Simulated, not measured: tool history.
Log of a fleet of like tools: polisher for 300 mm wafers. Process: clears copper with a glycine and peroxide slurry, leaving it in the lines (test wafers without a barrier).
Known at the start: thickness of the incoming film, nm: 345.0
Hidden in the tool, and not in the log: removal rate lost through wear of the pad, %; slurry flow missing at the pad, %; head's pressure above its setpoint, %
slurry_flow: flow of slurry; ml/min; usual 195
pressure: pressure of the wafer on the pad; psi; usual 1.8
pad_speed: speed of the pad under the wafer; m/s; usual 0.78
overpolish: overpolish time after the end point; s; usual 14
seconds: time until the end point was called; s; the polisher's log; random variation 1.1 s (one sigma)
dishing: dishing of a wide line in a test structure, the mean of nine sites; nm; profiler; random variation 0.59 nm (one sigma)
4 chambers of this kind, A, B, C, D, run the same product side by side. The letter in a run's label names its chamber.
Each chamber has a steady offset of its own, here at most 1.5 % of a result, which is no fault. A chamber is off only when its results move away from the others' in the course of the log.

run	day	slurry_flow	pressure	pad_speed	overpolish	wafers polished on this pad	hours since the slurry nozzle was cleaned	hours since the head pressure was calibrated	seconds	dishing
# day 0.329: chamber B: slurry nozzle cleaned
1C	0.554	195	1.8	0.78	14	652	655.5	922.1	99.085	34.583
2B	1.108	195	1.8	0.78	14	203	18.7	79.8	99.384	33.7
3D	1.562	195	1.8	0.78	14	644	110.2	173.6	103.17	33.424
# day 1.717: chamber C: slurry nozzle cleaned
# day 1.721: chamber A: worn pad replaced by a new one
4A	2.154	195	1.8	0.78	14	59	72.8	402	99.672	33.453
# day 2.6: chamber C: worn pad replaced by a new one
5A	2.808	195	1.8	0.78	14	147	88.5	417.7	99.092	34.224
6B	3.238	195	1.8	0.78	14	491	69.8	130.9	101.53	33.793
7D	3.583	195	1.8	0.78	14	918	158.7	222.1	103.62	32.788
8C	3.958	160	1.8	0.78	14	183	53.8	1003.8	102.98	32.843
9D	4.35	160	1.8	0.78	14	1021	177.1	240.5	105.28	32.489
10B	4.762	160	1.8	0.78	14	698	106.4	167.5	102.92	32.909
11C	5.117	160	1.8	0.78	14	340	81.6	1031.6	104.05	32.302
12A	5.529	195	1.8	0.78	14	515	153.8	483	99.377	33.137
13A	6.075	195	1.8	0.78	14	589	166.9	496.1	102.2	33.274
# day 6.288: chamber A: worn pad replaced by a new one
# day 6.496: chamber B: worn pad replaced by a new one
14C	6.571	195	1.8	0.78	14	537	116.5	1066.5	99.787	33.788
15D	7.038	195	1.8	0.78	14	1385	241.6	305	103.34	33.029
16B	7.625	195	1.8	0.78	14	153	175.1	236.2	99.55	33.156
17C	8.104	195	1.8	0.68	14	744	153.3	1103.3	111.52	31.105
18A	8.617	195	1.8	0.68	14	315	227.9	557.1	110.72	31.242
19B	9.158	195	1.8	0.68	14	360	211.9	273	109.7	30.5
20D	9.508	195	1.8	0.68	14	1719	300.9	364.3	115.14	30.239
# day 9.938: chamber C: worn pad replaced by a new one
21A	9.983	195	1.8	0.78	14	500	260.7	589.9	101.33	33.189
22B	10.375	195	1.4	0.78	10	525	241.1	302.2	116.51	20.579
# day 10.383: chamber A: worn pad replaced by a new one
23C	10.771	195	1.4	0.78	10	112	217.3	1167.3	120.03	20.84
24D	11.146	195	1.4	0.78	10	1941	340.2	403.6	128.05	20.884
25A	11.529	195	1.4	0.78	10	155	297.8	627	119.66	21.335
26C	11.942	195	1.8	0.78	14	271	245.4	1195.4	102.39	33.375
27D	12.367	195	1.8	0.78	14	2106	369.5	432.9	105.58	32.702
# day 12.617: chamber C: head pressure recalibrated
28B	12.879	195	1.8	0.78	14	863	301.2	362.3	100.87	33.386
# day 13.183: chamber A: slurry nozzle cleaned
29C	13.512	195	1.8	0.78	14	483	283.1	21.5	101.2	33.423
30A	14.121	195	1.8	0.78	14	505	22.5	689.2	102.19	33.577
# day 14.225: chamber B: worn pad replaced by a new one
# day 14.55: chamber B: slurry nozzle cleaned
31D	14.554	195	1.8	0.78	14	2402	422	485.4	108.21	31.509
# day 14.592: chamber A: worn pad replaced by a new one
32B	15.071	195	1.8	0.78	14	114	12.6	414.9	99.165	32.875
33A	15.442	195	1.8	0.78	14	115	54.2	720.9	100.24	34.239
34B	15.917	195	1.8	0.78	14	229	32.9	435.2	99.781	33.592

All 4 chambers run these settings next. Forecast each chamber's results:
35A	16.412	195	1.8	0.78	14				?	?
35B	16.412	195	1.8	0.78	14				?	?
35C	16.412	195	1.8	0.78	14				?	?
35D	16.412	195	1.8	0.78	14				?	?

run	seconds	dishing
35A	100.72	34.486
35B	101.08	32.953
35C	100.1	33.484
35D	108.85	31.797
